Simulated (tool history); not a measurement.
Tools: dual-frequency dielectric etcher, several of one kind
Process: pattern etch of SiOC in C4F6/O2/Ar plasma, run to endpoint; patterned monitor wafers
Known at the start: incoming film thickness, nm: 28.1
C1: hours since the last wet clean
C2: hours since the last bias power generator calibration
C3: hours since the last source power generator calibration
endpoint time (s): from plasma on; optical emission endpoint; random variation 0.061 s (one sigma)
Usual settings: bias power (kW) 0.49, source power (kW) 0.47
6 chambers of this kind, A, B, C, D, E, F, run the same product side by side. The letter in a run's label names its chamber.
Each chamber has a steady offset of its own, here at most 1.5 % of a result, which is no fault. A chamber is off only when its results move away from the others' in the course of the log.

Run 1C, hour 12.3: usual settings; C1 219.8; C2 334.3; C3 970.6. Result: endpoint time (s) 8.9455.
Run 2D, hour 27.2: usual settings; C1 294.6; C2 283.8; C3 1712.3. Result: endpoint time (s) 8.9734.
Run 3B, hour 36.4: usual settings; C1 539.5; C2 2162.3; C3 3231.4. Result: endpoint time (s) 8.9362.
Run 4F, hour 44.2: usual settings; C1 271.7; C2 839.5; C3 2590.3. Result: endpoint time (s) 8.8158.
At hour 52: chamber B: wet clean of the chamber.
Run 5A, hour 52.6: usual settings; C1 232.3; C2 1167.7; C3 475.8. Result: endpoint time (s) 9.0905.
Run 6E, hour 61.9: usual settings; C1 556.3; C2 430.6; C3 1553.8. Result: endpoint time (s) 8.9431.
At hour 69.1: chamber B: source power generator calibrated.
Run 7E, hour 70.3: usual settings; C1 564.7; C2 439; C3 1562.2. Result: endpoint time (s) 8.8825.
Run 8F, hour 83.6: usual settings; C1 311.1; C2 878.9; C3 2629.7. Result: endpoint time (s) 8.9179.
Run 9B, hour 91.8: usual settings; C1 39.8; C2 2217.7; C3 22.7. Result: endpoint time (s) 8.8472.
At hour 103.2: chamber E: wet clean of the chamber.
Run 10A, hour 104: usual settings; C1 283.7; C2 1219.1; C3 527.2. Result: endpoint time (s) 9.0384.
Run 11D, hour 115.1: usual settings but bias power (kW) 0.39, source power (kW) 0.52; C1 382.5; C2 371.7; C3 1800.2. Result: endpoint time (s) 9.403.
Run 12C, hour 128.8: usual settings but bias power (kW) 0.39, source power (kW) 0.52; C1 336.3; C2 450.8; C3 1087.1. Result: endpoint time (s) 9.5205.
At hour 131.9: chamber F: wet clean of the chamber.
Run 13C, hour 138.6: usual settings but bias power (kW) 0.39, source power (kW) 0.52; C1 346.1; C2 460.6; C3 1096.9. Result: endpoint time (s) 9.5809.
Run 14F, hour 147.6: usual settings but bias power (kW) 0.39, source power (kW) 0.52; C1 15.8; C2 942.9; C3 2693.7. Result: endpoint time (s) 9.1692.
Run 15D, hour 157.5: usual settings but bias power (kW) 0.39, source power (kW) 0.52; C1 424.9; C2 414.1; C3 1842.6. Result: endpoint time (s) 9.3173.
Run 16A, hour 169.4: usual settings but bias power (kW) 0.39, source power (kW) 0.52; C1 349.1; C2 1284.5; C3 592.6. Result: endpoint time (s) 9.5327.
Run 17B, hour 180: usual settings; C1 128; C2 2305.9; C3 110.9. Result: endpoint time (s) 8.9353.
Run 18E, hour 194: usual settings; C1 90.8; C2 562.7; C3 1685.9. Result: endpoint time (s) 9.065.
At hour 201: chamber D: wet clean of the chamber.
At hour 203.6: chamber A: wet clean of the chamber.
Run 19D, hour 206.3: usual settings but source power (kW) 0.59; C1 5.4; C2 462.9; C3 1891.4. Result: endpoint time (s) 8.2761.
At hour 209.5: chamber F: source power generator calibrated.
Run 20E, hour 218.1: usual settings but source power (kW) 0.59; C1 114.9; C2 586.8; C3 1710. Result: endpoint time (s) 8.1978.
Run 21C, hour 225.7: usual settings but source power (kW) 0.59; C1 433.2; C2 547.7; C3 1184. Result: endpoint time (s) 8.346.
Run 22A, hour 234.5: usual settings but source power (kW) 0.59; C1 31; C2 1349.6; C3 657.7. Result: endpoint time (s) 8.3073.
Run 23F, hour 246.3: usual settings but source power (kW) 0.59; C1 114.5; C2 1041.6; C3 36.9. Result: endpoint time (s) 8.1242.
Run 24B, hour 255: usual settings but source power (kW) 0.59; C1 203; C2 2380.9; C3 185.9. Result: endpoint time (s) 8.1437.
Run 25C, hour 263.6: usual settings; C1 471.1; C2 585.6; C3 1221.9. Result: endpoint time (s) 9.1063.
Run 26D, hour 277.7: usual settings; C1 76.8; C2 534.3; C3 1962.8. Result: endpoint time (s) 9.038.
Run 27E, hour 292.6: usual settings; C1 189.4; C2 661.3; C3 1784.5. Result: endpoint time (s) 8.9487.
Run 28A, hour 301.8: usual settings but bias power (kW) 0.431; C1 98.3; C2 1416.9; C3 725. Result: endpoint time (s) 9.4285.
Run 29B, hour 308.3: usual settings but bias power (kW) 0.431; C1 256.3; C2 2434.2; C3 239.2. Result: endpoint time (s) 9.3691.
Run 30F, hour 318.8: usual settings but bias power (kW) 0.431; C1 187; C2 1114.1; C3 109.4. Result: endpoint time (s) 9.2705.
Run 31F, hour 328.1: usual settings but bias power (kW) 0.431; C1 196.3; C2 1123.4; C3 118.7. Result: endpoint time (s) 9.2147.
Run 32D, hour 335.9: usual settings but bias power (kW) 0.431; C1 135; C2 592.5; C3 2021. Result: endpoint time (s) 9.4171.
Run 33E, hour 343.6: usual settings but bias power (kW) 0.431; C1 240.4; C2 712.3; C3 1835.5. Result: endpoint time (s) 9.3516.
Run 34B, hour 352.3: usual settings; C1 300.3; C2 2478.2; C3 283.2. Result: endpoint time (s) 8.9115.
At hour 359.5: chamber C: wet clean of the chamber.
Run 35C, hour 366.3: usual settings; C1 6.9; C2 688.3; C3 1324.6. Result: endpoint time (s) 9.1395.
Run 36A, hour 377.2: usual settings; C1 173.7; C2 1492.3; C3 800.4. Result: endpoint time (s) 9.0582.
Run 37B, hour 387.7: usual settings; C1 335.7; C2 2513.6; C3 318.6. Result: endpoint time (s) 8.8803.
Run 38C, hour 396.7: usual settings; C1 37.3; C2 718.7; C3 1355. Result: endpoint time (s) 9.1755.
Run 39D, hour 408: usual settings but bias power (kW) 0.548; C1 207.1; C2 664.6; C3 2093.1. Result: endpoint time (s) 8.5462.
Run 40F, hour 422.3: usual settings but bias power (kW) 0.548; C1 290.5; C2 1217.6; C3 212.9. Result: endpoint time (s) 8.5196.
Run 41E, hour 429.2: usual settings but bias power (kW) 0.548; C1 326; C2 797.9; C3 1921.1. Result: endpoint time (s) 8.5348.

What goes on in this fleet: one chamber off, a drifting gauge, or nothing beyond the chambers' own small offsets? Name the chamber and the cause, if any.

No chamber stands off beyond its own small offset, and the gauge holds steady.
